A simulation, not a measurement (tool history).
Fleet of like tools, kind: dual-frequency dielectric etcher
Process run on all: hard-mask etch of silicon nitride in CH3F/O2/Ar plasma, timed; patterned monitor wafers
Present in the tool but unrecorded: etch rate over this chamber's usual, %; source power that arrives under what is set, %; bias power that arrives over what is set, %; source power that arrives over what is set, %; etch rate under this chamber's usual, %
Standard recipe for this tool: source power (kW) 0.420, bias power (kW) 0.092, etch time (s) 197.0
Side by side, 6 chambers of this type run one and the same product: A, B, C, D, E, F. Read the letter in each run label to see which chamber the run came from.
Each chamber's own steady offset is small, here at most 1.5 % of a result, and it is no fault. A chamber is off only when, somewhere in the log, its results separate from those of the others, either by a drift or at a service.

run	day	source power (kW)	bias power (kW)	etch time (s)	hours since the last wet clean	hours since the last source power generator calibration	hours since the last bias power generator calibration	read-back reference wafer on the same gauge, depth_nm	mean etch depth across the wafer (angstrom)
1F	0.104	0.420	0.092	197.0	69.0	208.7	504.5	127.01	1536.6
2E	0.254	0.420	0.092	197.0	156.1	2419.6	107.2	126.98	1536.0
3A	0.429	0.420	0.092	197.0	370.5	5099.7	2897.7	126.97	1527.1
4C	0.642	0.420	0.092	197.0	171.9	2127.0	993.7	126.94	1530.1
5D	0.846	0.420	0.092	157.5	52.7	1613.0	49.6	126.90	1232.1
6B	1.050	0.420	0.092	157.5	496.6	2355.0	3331.6	126.87	1210.1
7F	1.250	0.420	0.092	157.5	96.5	236.2	532.0	126.86	1223.2
8A	1.458	0.420	0.092	157.5	395.2	5124.4	2922.4	126.85	1217.5
9E	1.612	0.420	0.092	157.5	188.7	2452.2	139.8	126.84	1222.5
10D	1.750	0.420	0.092	157.5	74.4	1634.7	71.3	126.80	1232.1
11B	1.967	0.420	0.100	197.0	518.6	2377.0	3353.6	126.75	1559.5
12C	2.192	0.420	0.100	197.0	209.1	2164.2	1030.9	126.71	1570.6
13F	2.383	0.420	0.100	197.0	123.7	263.4	559.2	126.72	1581.6
14C	2.525	0.420	0.100	197.0	217.1	2172.2	1038.9	126.72	1575.0
15A	2.633	0.420	0.100	197.0	423.4	5152.6	2950.6	126.69	1570.0
16E	2.862	0.420	0.100	197.0	218.7	2482.2	169.8	126.68	1574.0
17D	2.975	0.420	0.092	197.0	103.8	1664.1	100.7	126.66	1539.8
# day 3.062: chamber B: wet clean of the chamber
18B	3.142	0.420	0.092	197.0	2.0	2405.2	3381.8	126.63	1506.0
19E	3.350	0.420	0.092	197.0	230.4	2493.9	181.5	126.61	1527.8
# day 3.454: chamber A: source power generator calibrated
20F	3.504	0.420	0.092	197.0	150.6	290.3	586.1	126.54	1528.8
21C	3.612	0.420	0.092	197.0	243.2	2198.3	1065.0	126.60	1527.5
22A	3.779	0.370	0.099	197.0	450.9	7.9	2978.1	126.56	1487.8
23B	3.958	0.370	0.099	197.0	21.6	2424.8	3401.4	126.52	1480.3
24D	4.117	0.370	0.099	197.0	131.2	1691.5	128.1	126.56	1506.4
25F	4.238	0.370	0.099	197.0	168.2	307.9	603.7	126.45	1497.3
26A	4.433	0.370	0.099	197.0	466.6	23.6	2993.8	126.47	1487.1
27C	4.533	0.370	0.099	197.0	265.3	2220.4	1087.1	126.46	1487.8
# day 4.588: chamber E: source power generator calibrated
28E	4.733	0.420	0.092	197.0	263.6	3.6	214.7	126.44	1524.3
29D	4.954	0.420	0.092	197.0	151.3	1711.6	148.2	126.39	1531.4
30B	5.054	0.420	0.109	179.5	47.9	2451.1	3427.7	126.46	1461.1
31F	5.192	0.420	0.109	179.5	191.1	330.8	626.6	126.40	1482.2
32A	5.400	0.420	0.109	179.5	489.8	46.8	3017.0	126.34	1470.4
33C	5.558	0.420	0.109	179.5	289.9	2245.0	1111.7	126.34	1472.5
34E	5.758	0.420	0.109	179.5	288.2	28.2	239.3	126.36	1476.5
35B	5.858	0.420	0.109	179.5	67.2	2470.4	3447.0	126.32	1457.5
36D	6.067	0.510	0.092	197.0	178.0	1738.3	174.9	126.31	1651.6
# day 6.079: chamber B: bias power generator calibrated
37C	6.233	0.510	0.092	197.0	306.1	2261.2	1127.9	126.27	1634.7
38D	6.346	0.510	0.092	197.0	184.7	1745.0	181.6	126.26	1651.9
39B	6.508	0.510	0.092	197.0	82.8	2486.0	10.3	126.24	1611.7
40F	6.638	0.510	0.092	197.0	225.8	365.5	661.3	126.23	1646.0
41E	6.779	0.510	0.092	197.0	312.7	52.7	263.8	126.15	1637.2
42A	6.900	0.420	0.092	197.0	525.8	82.8	3053.0	126.20	1512.5
43E	7.129	0.360	0.092	197.0	321.1	61.1	272.2	126.19	1436.8

Each of the 6 chambers runs these same settings next. Fill in every chamber's results:
44A	7.292	0.420	0.092	197.0					?
44B	7.292	0.420	0.092	197.0					?
44C	7.292	0.420	0.092	197.0					?
44D	7.292	0.420	0.092	197.0					?
44E	7.292	0.420	0.092	197.0					?
44F	7.292	0.420	0.092	197.0					?

run	mean etch depth across the wafer (angstrom)
44A	1510.4
44B	1501.3
44C	1516.2
44D	1529.4
44E	1524.3
44F	1527.7

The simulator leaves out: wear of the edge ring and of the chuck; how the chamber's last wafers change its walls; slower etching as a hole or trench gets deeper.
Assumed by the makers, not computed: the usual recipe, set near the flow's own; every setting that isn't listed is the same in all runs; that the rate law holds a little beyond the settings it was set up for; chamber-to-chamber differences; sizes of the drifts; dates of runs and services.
